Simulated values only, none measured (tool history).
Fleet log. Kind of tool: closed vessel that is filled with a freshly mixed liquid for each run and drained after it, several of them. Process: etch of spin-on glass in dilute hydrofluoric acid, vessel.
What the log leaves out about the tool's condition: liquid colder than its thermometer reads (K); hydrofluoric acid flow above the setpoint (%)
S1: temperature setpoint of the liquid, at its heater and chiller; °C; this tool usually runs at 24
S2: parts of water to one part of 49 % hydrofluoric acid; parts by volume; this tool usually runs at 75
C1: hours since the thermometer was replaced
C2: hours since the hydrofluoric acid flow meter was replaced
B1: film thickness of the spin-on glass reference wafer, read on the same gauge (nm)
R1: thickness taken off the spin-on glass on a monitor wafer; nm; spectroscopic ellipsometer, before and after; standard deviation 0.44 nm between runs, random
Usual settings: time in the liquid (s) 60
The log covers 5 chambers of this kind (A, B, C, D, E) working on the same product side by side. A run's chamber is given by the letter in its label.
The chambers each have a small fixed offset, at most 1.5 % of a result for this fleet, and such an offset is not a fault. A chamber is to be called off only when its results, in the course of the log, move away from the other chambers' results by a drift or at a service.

Run 1E, day 0.304: usual settings; C1 473.6; C2 794.3; B1 59.985. Result: R1 44.889 nm.
Run 2D, day 0.783: usual settings; C1 495.2; C2 824.3; B1 59.984. Result: R1 44.492 nm.
Run 3B, day 1.396: usual settings; C1 284.8; C2 1661.3; B1 60.004. Result: R1 44.585 nm.
Run 4C, day 1.796: usual settings; C1 1331.8; C2 640.6; B1 59.994. Result: R1 45.39 nm.
Run 5A, day 2.442: usual settings; C1 193.3; C2 1404.1; B1 59.985. Result: R1 46.078 nm.
Run 6B, day 2.804: usual settings; C1 318.6; C2 1695.1; B1 60.005. Result: R1 44.464 nm.
Run 7C, day 3.275: usual settings; C1 1367.3; C2 676.1; B1 59.991. Result: R1 45.659 nm.
Run 8D, day 3.738: usual settings but S1 22 °C, S2 65 parts by volume; C1 566.1; C2 895.2; B1 60.004. Result: R1 48.129 nm.
Run 9E, day 4.342: usual settings but S1 22 °C, S2 65 parts by volume; C1 570.5; C2 891.2; B1 60.004. Result: R1 48.984 nm.
Run 10A, day 4.854: usual settings but S1 22 °C, S2 65 parts by volume; C1 251.2; C2 1462; B1 59.998. Result: R1 48.011 nm.
Run 11E, day 5.142: usual settings but S1 22 °C, S2 65 parts by volume; C1 589.7; C2 910.4; B1 60.004. Result: R1 48.42 nm.
At day 5.175: chamber C: thermometer replaced.
At day 5.338: chamber E: hydrofluoric acid flow meter replaced.
Run 12A, day 5.754: usual settings but S1 22 °C, S2 65 parts by volume; C1 272.8; C2 1483.6; B1 59.987. Result: R1 48.302 nm.
Run 13B, day 6.062: usual settings; C1 396.8; C2 1773.3; B1 59.989. Result: R1 45.011 nm.
Run 14D, day 6.371: usual settings; C1 629.3; C2 958.4; B1 60.015. Result: R1 44.399 nm.
Run 15C, day 6.946: usual settings; C1 42.5; C2 764.2; B1 59.98. Result: R1 45.439 nm.
Run 16D, day 7.288: usual settings; C1 651.3; C2 980.4; B1 59.996. Result: R1 44.842 nm.
Run 17B, day 7.579: usual settings; C1 433.2; C2 1809.7; B1 59.982. Result: R1 44.456 nm.
Run 18E, day 7.912: usual settings; C1 656.2; C2 61.9; B1 60.002. Result: R1 43.541 nm.
Run 19A, day 8.217: usual settings; C1 331.9; C2 1542.7; B1 60.013. Result: R1 44.884 nm.
At day 8.5: chamber D: thermometer replaced.
Run 20C, day 8.617: usual settings; C1 82.6; C2 804.3; B1 60.014. Result: R1 46.284 nm.
Run 21E, day 9.25: usual settings; C1 688.3; C2 94; B1 60.002. Result: R1 43.338 nm.
Run 22C, day 9.758: usual settings but S1 28 °C; C1 110; C2 831.7; B1 60.004. Result: R1 54.542 nm.
Run 23A, day 10.138: usual settings but S1 28 °C; C1 378; C2 1588.8; B1 59.993. Result: R1 52.837 nm.
Run 24D, day 10.658: usual settings but S1 28 °C; C1 51.9; C2 1061.3; B1 60.013. Result: R1 52.112 nm.
At day 10.9: chamber A: hydrofluoric acid flow meter replaced.
Run 25B, day 11.038: usual settings but S1 28 °C; C1 516.2; C2 1892.7; B1 59.976. Result: R1 53.194 nm.
Run 26C, day 11.638: usual settings but S1 28 °C; C1 155.1; C2 876.8; B1 60.005. Result: R1 53.346 nm.
Run 27D, day 11.967: usual settings; C1 83.3; C2 1092.7; B1 60.003. Result: R1 45.478 nm.
Run 28A, day 12.604: usual settings but S1 19.5 °C; C1 437.2; C2 41; B1 60.008. Result: R1 37.302 nm.
Run 29E, day 12.917: usual settings but S1 19.5 °C; C1 776.3; C2 182; B1 59.99. Result: R1 34.836 nm.
Run 30B, day 13.45: usual settings but S1 19.5 °C; C1 574.1; C2 1950.6; B1 60.02. Result: R1 36.631 nm.
Run 31A, day 13.921: usual settings but S1 19.5 °C; C1 468.8; C2 72.6; B1 60.01. Result: R1 37.993 nm.
Run 32D, day 14.246: usual settings but S1 19.5 °C; C1 138; C2 1147.4; B1 59.977. Result: R1 37.722 nm.
Run 33C, day 14.75: usual settings; C1 229.8; C2 951.5; B1 59.993. Result: R1 45.72 nm.
Run 34B, day 15.242: usual settings but S2 45 parts by volume, time in the liquid (s) 90; C1 617.1; C2 1993.6; B1 59.982. Result: R1 114.47 nm.
At day 15.392: chamber B: hydrofluoric acid flow meter replaced.
Run 35E, day 15.612: usual settings but S2 45 parts by volume, time in the liquid (s) 90; C1 841; C2 246.7; B1 59.993. Result: R1 109.97 nm.
Run 36C, day 16.217: usual settings but S2 45 parts by volume, time in the liquid (s) 90; C1 265; C2 986.7; B1 60.01. Result: R1 119.2 nm.
Run 37E, day 16.633: usual settings but S2 45 parts by volume, time in the liquid (s) 90; C1 865.5; C2 271.2; B1 59.982. Result: R1 106.02 nm.
Run 38A, day 17.146: usual settings but S2 45 parts by volume, time in the liquid (s) 90; C1 546.2; C2 150; B1 60.007. Result: R1 117.86 nm.
Run 39B, day 17.667: usual settings; C1 675.3; C2 54.7; B1 60.007. Result: R1 44.078 nm.
Run 40D, day 18.004: usual settings; C1 228.2; C2 1237.6; B1 60.03. Result: R1 44.963 nm.
Run 41B, day 18.375: usual settings but S2 115 parts by volume, time in the liquid (s) 90; C1 692.3; C2 71.7; B1 60.003. Result: R1 41.863 nm.

All 5 chambers run these settings next. Forecast each chamber's results:
Run 42A, day 18.842: usual settings but S2 50 parts by volume. Result: R1 ?.
Run 42B, day 18.842: usual settings but S2 50 parts by volume. Result: R1 ?.
Run 42C, day 18.842: usual settings but S2 50 parts by volume. Result: R1 ?.
Run 42D, day 18.842: usual settings but S2 50 parts by volume. Result: R1 ?.
Run 42E, day 18.842: usual settings but S2 50 parts by volume. Result: R1 ?.

run      R1
42A  70.491
42B  69.179
42C  71.392
42D  67.852
42E  61.876
